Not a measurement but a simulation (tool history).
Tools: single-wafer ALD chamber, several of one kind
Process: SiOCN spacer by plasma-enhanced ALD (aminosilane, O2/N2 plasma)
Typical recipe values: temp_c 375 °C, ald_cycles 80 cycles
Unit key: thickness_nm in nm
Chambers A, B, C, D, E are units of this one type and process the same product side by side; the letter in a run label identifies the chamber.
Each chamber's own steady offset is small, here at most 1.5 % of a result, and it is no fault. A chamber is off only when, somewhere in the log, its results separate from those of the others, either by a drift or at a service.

run   hour  temp_c  ald_cycles  hours since the last thermocouple change  read-back reference wafer on the same gauge, thickness_nm  thickness_nm
 1B    6.0     375          80                                     367.3                                                     5.1294        4.8296
 2A   15.7     375          80                                     137.6                                                     5.1300        4.9047
 3E   23.2     375          80                                     526.5                                                     5.1266        4.7963
 4C   27.7     375          80                                     931.7                                                     5.1273        4.7757
 5D   35.6     375          80                                     781.3                                                     5.1255        4.8508
 6D   43.4     375          80                                     789.1                                                     5.1238        4.8525
 7C   50.7     375          80                                     954.7                                                     5.1250        4.7923
 8B   56.9     375          80                                     418.2                                                     5.1252        4.8084
 9A   67.1     375          80                                     189.0                                                     5.1222        4.8905
10E   71.6     375          80                                     574.9                                                     5.1215        4.8031
11C   78.4     380          80                                     982.4                                                     5.1200        4.7963
12E   83.4     380          80                                     586.7                                                     5.1220        4.7905
13B   88.4     380          80                                     449.7                                                     5.1208        4.8113
14D   93.7     380          80                                     839.4                                                     5.1185        4.8465
15A  102.6     380          80                                     224.5                                                     5.1194        4.8881
16A  110.3     375          80                                     232.2                                                     5.1189        4.8886
17D  119.5     375          80                                     865.2                                                     5.1163        4.8434
18E  127.4     375          80                                     630.7                                                     5.1127        4.7989
19B  134.6     375          80                                     495.9                                                     5.1145        4.8144
20C  140.2     375          80                                    1044.2                                                     5.1138        4.7820
21D  145.6     375          80                                     891.3                                                     5.1127        4.8425
22C  150.8     375          80                                    1054.8                                                     5.1120        4.7633
23E  159.9     375          80                                     663.2                                                     5.1110        4.7898
24B  165.5     375          80                                     526.8                                                     5.1105        4.8223
25A  173.5     375          80                                     295.4                                                     5.1105        4.8797
26D  182.1     375          80                                     927.8                                                     5.1105        4.8432
27E  188.4     375          80                                     691.7                                                     5.1077        4.7834
28B  193.8     375          80                                     555.1                                                     5.1069        4.8169
29C  198.7     375          80                                    1102.7                                                     5.1094        4.7671
30A  204.5     375          80                                     326.4                                                     5.1063        4.8668
31A  212.1     375          80                                     334.0                                                     5.1052        4.8641
32C  219.1     375          80                                    1123.1                                                     5.1055        4.7666
33B  228.3     362          80                                     589.6                                                     5.1049        4.8125
34D  232.9     362          80                                     978.6                                                     5.1035        4.8259
35E  241.0     362          80                                     744.3                                                     5.1014        4.7848
36B  248.6     362          80                                     609.9                                                     5.1029        4.7953
37A  254.1     362          80                                     376.0                                                     5.1004        4.8709

Does one chamber stand apart from the rest, does the shared gauge drift, or is all well apart from small per-chamber offsets? Give the chamber and the most likely cause, where there is one.

None of the chambers is off. What moves is the gauge, dragging all their readings along together.
Most likely cause: gauge reads low (%) = 0.574.

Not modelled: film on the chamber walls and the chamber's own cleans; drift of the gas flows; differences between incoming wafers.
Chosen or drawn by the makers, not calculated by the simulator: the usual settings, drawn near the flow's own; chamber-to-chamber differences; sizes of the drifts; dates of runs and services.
